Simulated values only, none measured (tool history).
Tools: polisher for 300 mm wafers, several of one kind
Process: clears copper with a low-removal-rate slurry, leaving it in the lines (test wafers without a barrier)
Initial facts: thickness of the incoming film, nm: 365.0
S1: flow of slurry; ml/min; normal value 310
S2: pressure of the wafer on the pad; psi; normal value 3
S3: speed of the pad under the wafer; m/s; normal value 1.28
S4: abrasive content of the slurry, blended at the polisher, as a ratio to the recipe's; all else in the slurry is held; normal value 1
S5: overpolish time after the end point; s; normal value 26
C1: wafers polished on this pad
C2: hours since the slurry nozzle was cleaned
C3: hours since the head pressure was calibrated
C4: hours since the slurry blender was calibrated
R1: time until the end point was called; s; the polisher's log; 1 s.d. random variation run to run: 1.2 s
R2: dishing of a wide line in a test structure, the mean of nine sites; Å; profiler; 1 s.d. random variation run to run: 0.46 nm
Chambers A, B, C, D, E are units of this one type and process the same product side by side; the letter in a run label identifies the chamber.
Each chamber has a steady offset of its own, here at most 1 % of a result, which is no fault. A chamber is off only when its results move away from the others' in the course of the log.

{"run": "1E", "day": 0.196, "S1": 310, "S2": 3, "S3": 1.28, "S4": 1, "S5": 26, "C1": 665, "C2": 395.4, "C3": 486.2, "C4": 45.1, "R1": 88.287, "R2": 454.52}
{"run": "2B", "day": 0.417, "S1": 310, "S2": 3, "S3": 1.28, "S4": 1, "S5": 26, "C1": 479, "C2": 120.9, "C3": 640.2, "C4": 94.5, "R1": 90.199, "R2": 461.65}
{"day": 0.592, "done": "chamber B: worn pad replaced by a new one"}
{"run": "3A", "day": 0.7, "S1": 310, "S2": 3, "S3": 1.28, "S4": 1, "S5": 26, "C1": 413, "C2": 609.2, "C3": 118.4, "C4": 36.2, "R1": 90.71, "R2": 460.94}
{"day": 0.804, "done": "chamber C: worn pad replaced by a new one"}
{"run": "4C", "day": 0.904, "S1": 310, "S2": 3, "S3": 1.28, "S4": 1, "S5": 26, "C1": 19, "C2": 280.1, "C3": 526.4, "C4": 252.9, "R1": 90.437, "R2": 457.36}
{"day": 0.958, "done": "chamber A: worn pad replaced by a new one"}
{"day": 1.05, "done": "chamber C: slurry blender recalibrated"}
{"run": "5D", "day": 1.275, "S1": 310, "S2": 3, "S3": 1.28, "S4": 1, "S5": 26, "C1": 291, "C2": 252.9, "C3": 197.2, "C4": 118.5, "R1": 89.103, "R2": 454.77}
{"day": 1.279, "done": "chamber C: head pressure recalibrated"}
{"run": "6C", "day": 1.612, "S1": 310, "S2": 3, "S3": 1.28, "S4": 1, "S5": 26, "C1": 154, "C2": 297.1, "C3": 8, "C4": 13.5, "R1": 89.216, "R2": 461.3}
{"run": "7E", "day": 1.817, "S1": 310, "S2": 3, "S3": 1.28, "S4": 1, "S5": 26, "C1": 974, "C2": 434.3, "C3": 525.1, "C4": 84, "R1": 91.645, "R2": 459.76}
{"day": 1.892, "done": "chamber E: worn pad replaced by a new one"}
{"run": "8B", "day": 2.071, "S1": 310, "S2": 3, "S3": 1.28, "S4": 1, "S5": 26, "C1": 282, "C2": 160.6, "C3": 679.9, "C4": 134.2, "R1": 89.998, "R2": 459.88}
{"run": "9A", "day": 2.433, "S1": 310, "S2": 3, "S3": 1.28, "S4": 1, "S5": 26, "C1": 281, "C2": 650.8, "C3": 160, "C4": 77.8, "R1": 92.954, "R2": 447.13}
{"run": "10D", "day": 2.667, "S1": 310, "S2": 3, "S3": 1.28, "S4": 1, "S5": 26, "C1": 557, "C2": 286.3, "C3": 230.6, "C4": 151.9, "R1": 90.049, "R2": 465.43}
{"run": "11B", "day": 2.917, "S1": 310, "S2": 3, "S3": 1.28, "S4": 1, "S5": 26, "C1": 443, "C2": 180.9, "C3": 700.2, "C4": 154.5, "R1": 88.992, "R2": 463.14}
{"run": "12E", "day": 3.242, "S1": 310, "S2": 3, "S3": 1.48, "S4": 1.2, "S5": 26, "C1": 257, "C2": 468.5, "C3": 559.3, "C4": 118.2, "R1": 74.368, "R2": 492.82}
{"run": "13A", "day": 3.492, "S1": 310, "S2": 3, "S3": 1.48, "S4": 1.2, "S5": 26, "C1": 483, "C2": 676.2, "C3": 185.4, "C4": 103.2, "R1": 74.839, "R2": 487.37}
{"day": 3.583, "done": "chamber C: worn pad replaced by a new one"}
{"day": 3.754, "done": "chamber A: worn pad replaced by a new one"}
{"run": "14D", "day": 3.862, "S1": 310, "S2": 3, "S3": 1.48, "S4": 1.2, "S5": 26, "C1": 785, "C2": 315, "C3": 259.3, "C4": 180.6, "R1": 74.678, "R2": 498.5}
{"day": 3.871, "done": "chamber B: worn pad replaced by a new one"}
{"run": "15C", "day": 4.067, "S1": 310, "S2": 3, "S3": 1.48, "S4": 1.2, "S5": 26, "C1": 92, "C2": 356, "C3": 66.9, "C4": 72.4, "R1": 75.55, "R2": 495.59}
{"run": "16B", "day": 4.429, "S1": 310, "S2": 3, "S3": 1.48, "S4": 1.2, "S5": 26, "C1": 107, "C2": 217.2, "C3": 736.5, "C4": 190.8, "R1": 73.766, "R2": 500.14}
{"run": "17D", "day": 4.675, "S1": 310, "S2": 3, "S3": 1.28, "S4": 1, "S5": 26, "C1": 940, "C2": 334.5, "C3": 278.8, "C4": 200.1, "R1": 88.164, "R2": 452.63}
{"day": 4.779, "done": "chamber B: head pressure recalibrated"}
{"run": "18A", "day": 4.975, "S1": 310, "S2": 3, "S3": 1.28, "S4": 1, "S5": 26, "C1": 233, "C2": 711.8, "C3": 221, "C4": 138.8, "R1": 91.314, "R2": 459.47}
{"day": 5.046, "done": "chamber E: slurry blender recalibrated"}
{"run": "19C", "day": 5.167, "S1": 310, "S2": 3, "S3": 1.28, "S4": 1, "S5": 26, "C1": 301, "C2": 382.4, "C3": 93.3, "C4": 98.8, "R1": 89.798, "R2": 463.18}
{"day": 5.183, "done": "chamber E: slurry nozzle cleaned"}
{"run": "20E", "day": 5.392, "S1": 310, "S2": 3, "S3": 1.28, "S4": 1, "S5": 26, "C1": 667, "C2": 5, "C3": 610.9, "C4": 8.3, "R1": 90.614, "R2": 457.84}
{"day": 5.483, "done": "chamber D: slurry blender recalibrated"}
{"run": "21B", "day": 5.683, "S1": 310, "S2": 3, "S3": 1.28, "S4": 1, "S5": 26, "C1": 346, "C2": 247.3, "C3": 21.8, "C4": 220.9, "R1": 101.91, "R2": 433.42}
{"day": 5.733, "done": "chamber D: worn pad replaced by a new one"}
{"day": 5.983, "done": "chamber C: worn pad replaced by a new one"}
{"run": "22A", "day": 6.033, "S1": 310, "S2": 3, "S3": 1.28, "S4": 1, "S5": 26, "C1": 435, "C2": 737.2, "C3": 246.4, "C4": 164.2, "R1": 90.004, "R2": 457.57}
{"run": "23E", "day": 6.212, "S1": 310, "S2": 3, "S3": 1.28, "S4": 1, "S5": 26, "C1": 824, "C2": 24.7, "C3": 630.6, "C4": 28, "R1": 89.825, "R2": 456.04}
{"day": 6.462, "done": "chamber A: worn pad replaced by a new one"}
{"run": "24D", "day": 6.55, "S1": 310, "S2": 3, "S3": 1.28, "S4": 1, "S5": 26, "C1": 156, "C2": 379.5, "C3": 323.8, "C4": 25.7, "R1": 89.631, "R2": 456.95}
{"run": "25C", "day": 6.875, "S1": 310, "S2": 3, "S3": 1.28, "S4": 1, "S5": 26, "C1": 170, "C2": 423.4, "C3": 134.3, "C4": 139.8, "R1": 90.767, "R2": 458.16}
{"day": 7.042, "done": "chamber B: worn pad replaced by a new one"}
{"day": 7.221, "done": "chamber E: worn pad replaced by a new one"}
{"run": "26E", "day": 7.262, "S1": 310, "S2": 3, "S3": 1.28, "S4": 1, "S5": 26, "C1": 7, "C2": 49.9, "C3": 655.8, "C4": 53.2, "R1": 88.886, "R2": 459.35}
{"run": "27D", "day": 7.558, "S1": 265, "S2": 3, "S3": 1.28, "S4": 1, "S5": 37, "C1": 348, "C2": 403.7, "C3": 348, "C4": 49.9, "R1": 92.271, "R2": 520.37}
{"run": "28C", "day": 7.796, "S1": 265, "S2": 3, "S3": 1.28, "S4": 1, "S5": 37, "C1": 345, "C2": 445.5, "C3": 156.4, "C4": 161.9, "R1": 90.918, "R2": 522.96}
{"run": "29A", "day": 8.0, "S1": 265, "S2": 3, "S3": 1.28, "S4": 1, "S5": 37, "C1": 293, "C2": 784.4, "C3": 293.6, "C4": 211.4, "R1": 92.021, "R2": 512.04}
{"run": "30B", "day": 8.321, "S1": 265, "S2": 3, "S3": 1.28, "S4": 1, "S5": 37, "C1": 244, "C2": 310.6, "C3": 85.1, "C4": 284.2, "R1": 103.08, "R2": 490.94}
{"run": "31D", "day": 8.692, "S1": 265, "S2": 3, "S3": 1.28, "S4": 1, "S5": 37, "C1": 564, "C2": 430.9, "C3": 375.2, "C4": 77.1, "R1": 90.682, "R2": 531.91}

Decide between three cases: one chamber stands off from its peers, the gauge reading all wafers drifts, or nothing is wrong past each chamber's small offset. Where a chamber is off, say which and what most likely put it there.

The work done on chamber B during a service left it standing apart from the others.
Likeliest cause: head's pressure below its setpoint, % = 12.

Which of the 4 candidates below, each the usual settings with something changed and its results left as question marks, puts chamber B back in line with what the other chambers give on the usual settings?
Allowed miss from the other chambers' usual-settings mean, per result, to count as in line: R1 4.3 s; R2 16 Å
{"run": "32B-1", "day": 8.967, "S1": 315, "S2": 3.4, "S3": 1.46, "S4": 1, "S5": 27, "R1": "?", "R2": "?"}
{"run": "32B-2", "day": 8.967, "S1": 305, "S2": 2.7, "S3": 1.12, "S4": 1, "S5": 26, "R1": "?", "R2": "?"}
{"run": "32B-3", "day": 8.967, "S1": 310, "S2": 3.2, "S3": 1.36, "S4": 1, "S5": 26, "R1": "?", "R2": "?"}
{"run": "32B-4", "day": 8.967, "S1": 310, "S2": 2.8, "S3": 1.2, "S4": 1, "S5": 26, "R1": "?", "R2": "?"}

Mean of the other chambers on the usual settings: R1 90.195 s; R2 456.84 Å
run=32B-1 R1=77.823 R2=492.6
run=32B-2 R1=128.32 R2=372.61
run=32B-3 R1=88.925 R2=456.13
run=32B-4 R1=115.24 R2=396.89
It is 32B-3 that realigns the chamber with its peers.
